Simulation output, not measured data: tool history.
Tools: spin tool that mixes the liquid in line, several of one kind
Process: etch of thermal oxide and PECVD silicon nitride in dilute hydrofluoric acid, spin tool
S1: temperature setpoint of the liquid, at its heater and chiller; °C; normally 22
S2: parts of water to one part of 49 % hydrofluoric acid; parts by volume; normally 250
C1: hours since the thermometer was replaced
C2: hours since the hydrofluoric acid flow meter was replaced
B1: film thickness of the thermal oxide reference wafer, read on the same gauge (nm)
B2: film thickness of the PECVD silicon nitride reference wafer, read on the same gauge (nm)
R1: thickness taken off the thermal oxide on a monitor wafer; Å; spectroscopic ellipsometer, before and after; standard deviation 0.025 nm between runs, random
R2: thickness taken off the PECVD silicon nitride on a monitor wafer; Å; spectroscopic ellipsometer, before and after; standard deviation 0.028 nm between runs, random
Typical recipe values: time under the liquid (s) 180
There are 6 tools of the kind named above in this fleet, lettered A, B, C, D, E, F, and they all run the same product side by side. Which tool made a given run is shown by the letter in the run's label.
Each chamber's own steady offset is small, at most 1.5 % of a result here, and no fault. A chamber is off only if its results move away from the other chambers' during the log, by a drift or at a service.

run 1F hour=4.3 | S1=22 S2=250 time_under_the_liquid_(s)=180 | C1=2538.5 C2=2007.7 | B1=89.927 B2=80.022 | R1=27.472 R2=18.703
run 2A hour=11.7 | S1=22 S2=250 time_under_the_liquid_(s)=180 | C1=320.4 C2=756.7 | B1=90.035 B2=79.982 | R1=27.855 R2=19.39
run 3E hour=17.8 | S1=22 S2=250 time_under_the_liquid_(s)=180 | C1=80.5 C2=1199.2 | B1=89.986 B2=79.977 | R1=27.51 R2=19.161
run 4C hour=23.2 | S1=22 S2=250 time_under_the_liquid_(s)=180 | C1=1470.3 C2=704.4 | B1=89.999 B2=80.017 | R1=27.004 R2=18.987
run 5D hour=28.3 | S1=22 S2=250 time_under_the_liquid_(s)=180 | C1=590.9 C2=1121.4 | B1=90.03 B2=79.995 | R1=27.344 R2=19
run 6B hour=34.5 | S1=22 S2=250 time_under_the_liquid_(s)=180 | C1=873.9 C2=1584.6 | B1=89.983 B2=79.982 | R1=26.882 R2=19.221
run 7A hour=42.9 | S1=20 S2=175 time_under_the_liquid_(s)=180 | C1=351.6 C2=787.9 | B1=89.942 B2=80.012 | R1=39.336 R2=23.669
run 8C hour=50.4 | S1=20 S2=175 time_under_the_liquid_(s)=180 | C1=1497.5 C2=731.6 | B1=89.967 B2=79.984 | R1=38.378 R2=22.297
run 9E hour=55.8 | S1=20 S2=175 time_under_the_liquid_(s)=180 | C1=118.5 C2=1237.2 | B1=90.032 B2=80 | R1=38.844 R2=24.072
run 10F hour=61.3 | S1=20 S2=175 time_under_the_liquid_(s)=180 | C1=2595.5 C2=2064.7 | B1=90.052 B2=79.989 | R1=38.117 R2=23.381
-- hour=67.4 chamber B: hydrofluoric acid flow meter replaced
run 11B hour=69.9 | S1=20 S2=175 time_under_the_liquid_(s)=180 | C1=909.3 C2=2.6 | B1=89.969 B2=79.991 | R1=39.442 R2=24.523
run 12D hour=78.8 | S1=20 S2=175 time_under_the_liquid_(s)=180 | C1=641.4 C2=1171.9 | B1=90.008 B2=80.002 | R1=39.519 R2=23.928
-- hour=81.2 chamber D: thermometer replaced
run 13C hour=84.2 | S1=22 S2=250 time_under_the_liquid_(s)=180 | C1=1531.3 C2=765.4 | B1=90.012 B2=80.006 | R1=27.15 R2=18.576
run 14A hour=90.1 | S1=22 S2=250 time_under_the_liquid_(s)=180 | C1=398.8 C2=835.1 | B1=90.042 B2=79.984 | R1=27.415 R2=19.009
run 15B hour=95.8 | S1=22 S2=250 time_under_the_liquid_(s)=180 | C1=935.2 C2=28.5 | B1=89.983 B2=80.011 | R1=28.124 R2=19.524
run 16E hour=100.9 | S1=22 S2=250 time_under_the_liquid_(s)=180 | C1=163.6 C2=1282.3 | B1=90.012 B2=80.004 | R1=27.487 R2=18.765
-- hour=104.7 chamber F: thermometer replaced
run 17D hour=106.2 | S1=22 S2=250 time_under_the_liquid_(s)=180 | C1=25 C2=1199.3 | B1=89.986 B2=80.005 | R1=27.203 R2=19.097
-- hour=107.7 chamber E: hydrofluoric acid flow meter replaced
run 18F hour=115.2 | S1=22 S2=250 time_under_the_liquid_(s)=180 | C1=10.5 C2=2118.6 | B1=89.973 B2=80.008 | R1=26.89 R2=18.505
run 19B hour=123.2 | S1=22 S2=250 time_under_the_liquid_(s)=180 | C1=962.6 C2=55.9 | B1=89.978 B2=79.991 | R1=27.719 R2=19.777
run 20C hour=128.2 | S1=22 S2=250 time_under_the_liquid_(s)=180 | C1=1575.3 C2=809.4 | B1=90.006 B2=79.97 | R1=27.447 R2=19.183
run 21F hour=137.8 | S1=27 S2=250 time_under_the_liquid_(s)=180 | C1=33.1 C2=2141.2 | B1=89.996 B2=79.986 | R1=32.045 R2=26.371
run 22E hour=142.1 | S1=27 S2=250 time_under_the_liquid_(s)=180 | C1=204.8 C2=34.5 | B1=90.015 B2=80 | R1=32.61 R2=26.652
run 23D hour=146.6 | S1=27 S2=250 time_under_the_liquid_(s)=180 | C1=65.4 C2=1239.7 | B1=90.003 B2=79.986 | R1=32.373 R2=25.888
-- hour=149.3 chamber F: hydrofluoric acid flow meter replaced
run 24A hour=152.4 | S1=27 S2=250 time_under_the_liquid_(s)=180 | C1=461.1 C2=897.4 | B1=89.977 B2=79.987 | R1=32.376 R2=25.292
run 25E hour=160.4 | S1=27 S2=250 time_under_the_liquid_(s)=180 | C1=223.1 C2=52.8 | B1=90.024 B2=79.992 | R1=32.686 R2=25.541
run 26C hour=166.1 | S1=27 S2=250 time_under_the_liquid_(s)=180 | C1=1613.2 C2=847.3 | B1=89.969 B2=79.984 | R1=33.245 R2=25.482
run 27A hour=170.7 | S1=22 S2=250 time_under_the_liquid_(s)=180 | C1=479.4 C2=915.7 | B1=89.981 B2=80.004 | R1=27.104 R2=18.73
run 28B hour=179.3 | S1=22 S2=250 time_under_the_liquid_(s)=180 | C1=1018.7 C2=112 | B1=89.993 B2=80.018 | R1=28.585 R2=20.404
run 29F hour=185.7 | S1=22 S2=250 time_under_the_liquid_(s)=180 | C1=81 C2=36.4 | B1=89.977 B2=80.01 | R1=26.88 R2=18.69
run 30D hour=192.1 | S1=22 S2=250 time_under_the_liquid_(s)=180 | C1=110.9 C2=1285.2 | B1=89.996 B2=80.009 | R1=26.635 R2=19.057
run 31B hour=198.1 | S1=22 S2=250 time_under_the_liquid_(s)=180 | C1=1037.5 C2=130.8 | B1=90.029 B2=79.995 | R1=28.741 R2=20.604
run 32F hour=204.5 | S1=22 S2=250 time_under_the_liquid_(s)=180 | C1=99.8 C2=55.2 | B1=89.996 B2=79.988 | R1=27.028 R2=19.05
run 33A hour=211 | S1=22 S2=250 time_under_the_liquid_(s)=180 | C1=519.7 C2=956 | B1=89.993 B2=80.019 | R1=27.201 R2=19.27
run 34D hour=215.8 | S1=22 S2=250 time_under_the_liquid_(s)=180 | C1=134.6 C2=1308.9 | B1=90.052 B2=79.977 | R1=26.734 R2=19.012
run 35E hour=220.9 | S1=22 S2=250 time_under_the_liquid_(s)=180 | C1=283.6 C2=113.3 | B1=90.009 B2=79.977 | R1=27.41 R2=19.092
run 36C hour=229.1 | S1=22 S2=250 time_under_the_liquid_(s)=180 | C1=1676.2 C2=910.3 | B1=90.009 B2=79.984 | R1=27.234 R2=18.771
run 37B hour=236.1 | S1=22 S2=250 time_under_the_liquid_(s)=180 | C1=1075.5 C2=168.8 | B1=89.939 B2=80.018 | R1=28.375 R2=21.479

Each of the 6 chambers runs these same settings next. Fill in every chamber's results:
run 38A hour=243.1 | S1=22 S2=250 time_under_the_liquid_(s)=180 | R1=? R2=?
run 38B hour=243.1 | S1=22 S2=250 time_under_the_liquid_(s)=180 | R1=? R2=?
run 38C hour=243.1 | S1=22 S2=250 time_under_the_liquid_(s)=180 | R1=? R2=?
run 38D hour=243.1 | S1=22 S2=250 time_under_the_liquid_(s)=180 | R1=? R2=?
run 38E hour=243.1 | S1=22 S2=250 time_under_the_liquid_(s)=180 | R1=? R2=?
run 38F hour=243.1 | S1=22 S2=250 time_under_the_liquid_(s)=180 | R1=? R2=?

run=38A R1=26.984 R2=18.964
run=38B R1=28.528 R2=20.946
run=38C R1=27.737 R2=18.59
run=38D R1=27.212 R2=19.398
run=38E R1=26.668 R2=18.897
run=38F R1=26.618 R2=18.987
